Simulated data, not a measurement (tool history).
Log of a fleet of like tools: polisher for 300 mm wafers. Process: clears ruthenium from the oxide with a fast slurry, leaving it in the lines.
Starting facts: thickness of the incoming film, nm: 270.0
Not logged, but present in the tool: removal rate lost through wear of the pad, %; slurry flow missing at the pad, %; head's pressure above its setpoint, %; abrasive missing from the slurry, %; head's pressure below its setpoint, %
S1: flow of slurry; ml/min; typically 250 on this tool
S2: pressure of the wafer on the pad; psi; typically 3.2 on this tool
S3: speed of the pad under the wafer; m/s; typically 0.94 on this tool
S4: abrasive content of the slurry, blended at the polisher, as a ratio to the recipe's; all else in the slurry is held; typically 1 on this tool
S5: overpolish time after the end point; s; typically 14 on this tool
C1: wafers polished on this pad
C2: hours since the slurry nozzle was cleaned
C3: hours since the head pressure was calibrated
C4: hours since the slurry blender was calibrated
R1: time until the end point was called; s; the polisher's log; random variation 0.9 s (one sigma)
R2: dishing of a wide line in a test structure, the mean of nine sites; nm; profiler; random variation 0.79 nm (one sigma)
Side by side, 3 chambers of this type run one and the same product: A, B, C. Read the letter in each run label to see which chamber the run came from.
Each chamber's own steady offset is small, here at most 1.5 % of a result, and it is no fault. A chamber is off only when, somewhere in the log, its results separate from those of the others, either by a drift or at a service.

run	hour	S1	S2	S3	S4	S5	C1	C2	C3	C4	R1	R2
1A	7.9	250	3.2	0.94	1	14	1005	348.5	643.4	134.8	67.33	43.792
2B	13.4	250	3.2	0.94	1	14	222	434.9	1312.1	324.8	66.022	43.037
# hour 16.9: chamber C: slurry blender recalibrated
3C	20.2	250	3.2	0.94	1	14	298	127.4	746.1	3.3	67.611	45.75
4A	28.9	250	3.2	0.94	1	14	1301	369.5	664.4	155.8	66.674	43.654
# hour 34.5: chamber A: worn pad replaced by a new one
5B	35.5	250	3.2	0.94	1	14	533	457	1334.2	346.9	67.835	44.562
6C	41.4	250	3.2	0.94	1	14	596	148.6	767.3	24.5	69.574	45.187
7C	49.5	250	3.2	0.94	1	14	710	156.7	775.4	32.6	66.751	44.477
# hour 50.5: chamber A: slurry nozzle cleaned
# hour 53.2: chamber C: worn pad replaced by a new one
8B	54.8	250	3.2	0.94	1	14	804	476.3	1353.5	366.2	68.948	44.095
9A	63.6	250	3.2	0.94	1	14	410	13.1	699.1	190.5	64.673	43.862
10C	70.1	250	3.2	0.94	1	14	238	177.3	796	53.2	67.649	44.164
# hour 70.3: chamber B: worn pad replaced by a new one
11A	79.9	250	3.7	0.94	1.3	14	639	29.4	715.4	206.8	52.905	53.713
# hour 82.9: chamber B: head pressure recalibrated
12B	85	250	3.7	0.94	1.3	14	207	506.5	2.1	396.4	51.889	55.184
13A	92	250	3.7	0.94	1.3	14	810	41.5	727.5	218.9	51.364	54.815
14B	99.4	250	3.2	0.94	1	14	410	520.9	16.5	410.8	67.21	44.744
# hour 106.2: chamber B: slurry nozzle cleaned
15C	108	250	3.2	0.94	1	14	772	215.2	833.9	91.1	66.748	44.07
# hour 109.5: chamber C: worn pad replaced by a new one
16B	114.9	250	3.2	0.94	1	14	628	8.8	32	426.3	66.222	44.26
17C	121.1	250	3.2	0.94	1	14	163	228.3	847	104.2	67.625	43.864
# hour 125.5: chamber A: worn pad replaced by a new one
18A	129.1	250	3.2	0.94	1	14	51	78.6	764.6	256	68.588	44.104
19C	139.5	250	3.2	0.94	1	14	422	246.7	865.4	122.6	67.697	44.461
# hour 142.2: chamber B: worn pad replaced by a new one
20B	146.3	250	3.2	0.94	1	14	58	40.2	63.4	457.7	66.057	43.64
21A	156.7	250	3.2	0.94	1	14	439	106.2	792.2	283.6	70.987	41.831
# hour 164.2: chamber C: head pressure recalibrated
22C	165.8	250	3.2	0.94	1	14	792	273	1.6	148.9	67.35	44.03
# hour 171.8: chamber C: worn pad replaced by a new one
23A	173	250	3.2	0.94	1	14	668	122.5	808.5	299.9	71.148	40.888
24B	178.9	250	3.2	0.94	1	14	517	72.8	96	490.3	67.109	44.597
25A	183.7	250	3.2	0.94	1	14	819	133.2	819.2	310.6	70.294	41.88
26C	191.8	250	3.2	0.94	1	14	282	299	27.6	174.9	69.544	44.137
27B	200.5	250	3.2	0.94	1	14	821	94.4	117.6	511.9	66.561	43.762
28A	205.9	250	3.2	0.94	1	14	1131	155.4	841.4	332.8	72.458	41.494
29C	210.6	250	3.2	0.94	1	14	547	317.8	46.4	193.7	67.094	43.242
# hour 215.8: chamber B: worn pad replaced by a new one
30B	217.1	250	3.2	0.94	1	14	18	111	134.2	528.5	68.101	42.697
31B	222.6	250	3.2	0.94	1	14	96	116.5	139.7	534	66.326	43.102
# hour 222.8: chamber B: slurry blender recalibrated
32A	228.8	250	3.2	0.94	1	14	1454	178.3	864.3	355.7	73.983	40.976
33C	235.3	250	3.2	1.1	1	21	894	342.5	71.1	218.4	56.579	68.551
# hour 237.5: chamber A: worn pad replaced by a new one
# hour 239.5: chamber C: worn pad replaced by a new one
34A	241	250	3.2	1.1	1	21	50	190.5	876.5	367.9	62.028	64.069
35B	248.3	250	3.2	1.1	1	21	457	142.2	165.4	25.6	58.342	69.187
36C	255	250	3.2	0.94	1	14	219	362.2	90.8	238.1	67.91	44.03
37C	259.9	250	3.2	0.94	1	14	288	367.1	95.7	243	68.345	43.942
38A	268.7	250	3.9	0.94	1	14	440	218.2	904.2	395.6	61.787	46.314
39B	276.4	250	3.9	0.94	1	14	853	170.3	193.5	53.7	54.871	52.595
40A	282.2	250	3.9	0.94	1	14	630	231.7	917.7	409.1	62.774	44.259
# hour 287.7: chamber B: worn pad replaced by a new one
41B	287.8	250	3.2	0.72	1	14	2	181.7	204.9	65.1	88.558	35.552
42C	298.1	250	3.2	0.72	1	14	825	405.3	133.9	281.2	88.548	34.432
43B	303.5	250	3.2	0.72	1	14	223	197.4	220.6	80.8	87.316	36.276

One chamber off, gauge drift, or nothing amiss beyond the chambers' own small offsets? If it is a chamber, which one, and what is the likeliest cause?

Little by little, chamber A moves away from the other chambers.
Most likely cause: abrasive missing from the slurry, % = 29.6.

Here are 4 candidates for chamber A's next run, each the usual settings with a change, their results left as question marks. Which one brings its results back in line with what the others give on the usual settings?
Maximum distance from the other chambers' mean on the usual settings for a result to count as in line: R1 3.2 s; R2 2.8 nm
44A-1	311	250	3.3	0.98	1	14					?	?
44A-2	311	250	3	0.86	0.95	14					?	?
44A-3	311	250	3.4	1.02	1.05	14					?	?
44A-4	311	250	3.1	0.9	1	14					?	?

On the usual settings, the other chambers give on average: R1 67.087 s; R2 44.534 nm
run	R1	R2
44A-1	73.757	40.362
44A-2	94.989	32.301
44A-3	67.043	43.811
44A-4	85.458	35.484
44A-3 is the one that brings the chamber's results back in line with the other chambers.
